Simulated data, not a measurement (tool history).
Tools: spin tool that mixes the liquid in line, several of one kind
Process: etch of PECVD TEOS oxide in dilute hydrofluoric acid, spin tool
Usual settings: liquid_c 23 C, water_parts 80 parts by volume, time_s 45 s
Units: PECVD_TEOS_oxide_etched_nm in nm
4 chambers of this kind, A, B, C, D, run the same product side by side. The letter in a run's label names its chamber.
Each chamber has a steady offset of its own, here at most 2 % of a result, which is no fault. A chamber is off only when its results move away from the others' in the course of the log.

run,hour,liquid_c,water_parts,time_s,"read-back film thickness of the PECVD TEOS oxide reference wafer, read on the same gauge (nm)",PECVD_TEOS_oxide_etched_nm
1B,5.6,23,80,45,150.06,11.326
2C,13,23,80,45,150.04,11.406
3D,19.8,23,80,45,150.03,11.675
4A,26.5,23,80,45,150.03,11.353
5D,30.4,23,80,45,150,11.589
6B,34.3,23,80,45,150.01,11.305
7A,39,23,80,45,150.06,11.372
8C,47,23,80,45,150.04,11.418
9D,52.1,23,80,45,149.98,11.705
10A,56.1,23,80,45,150.02,11.429
11B,60.3,23,80,30,149.97,7.5767
12C,66.3,23,80,30,149.97,7.6369
13B,71,23,80,30,150.01,7.5087
14C,75.3,23,80,30,150,7.5466
15D,79.4,23,80,45,150.06,11.698
16A,85.9,26.5,80,55,150,15.975
17D,90.9,26.5,80,55,149.96,16.382
18C,95.6,26.5,80,55,150.02,16.04
19B,100.2,26.5,80,55,150.04,15.943
20A,106.2,23,80,45,150.01,11.433
21C,111.7,23,80,45,150.01,11.373
22A,116,23,80,45,150,11.428
23B,121.1,23,80,45,150.02,11.287
24D,126.9,23,80,45,150,11.598
25C,132.4,23,80,45,149.99,11.458
26D,136.3,23,80,45,150.06,11.58
27A,144,23,80,45,150.02,11.423
28B,151.6,23,80,45,150.01,11.221
29C,156.9,25.5,80,45,150.02,12.685
30B,161.8,25.5,80,45,149.98,12.572
31A,165.7,25.5,80,45,149.94,12.675
32D,171.4,25.5,80,45,149.99,12.772

What goes on in this fleet: one chamber off, a drifting gauge, or nothing beyond the chambers' own small offsets? Name the chamber and the cause, if any.

No chamber stands off beyond its own small offset, and the gauge holds steady.
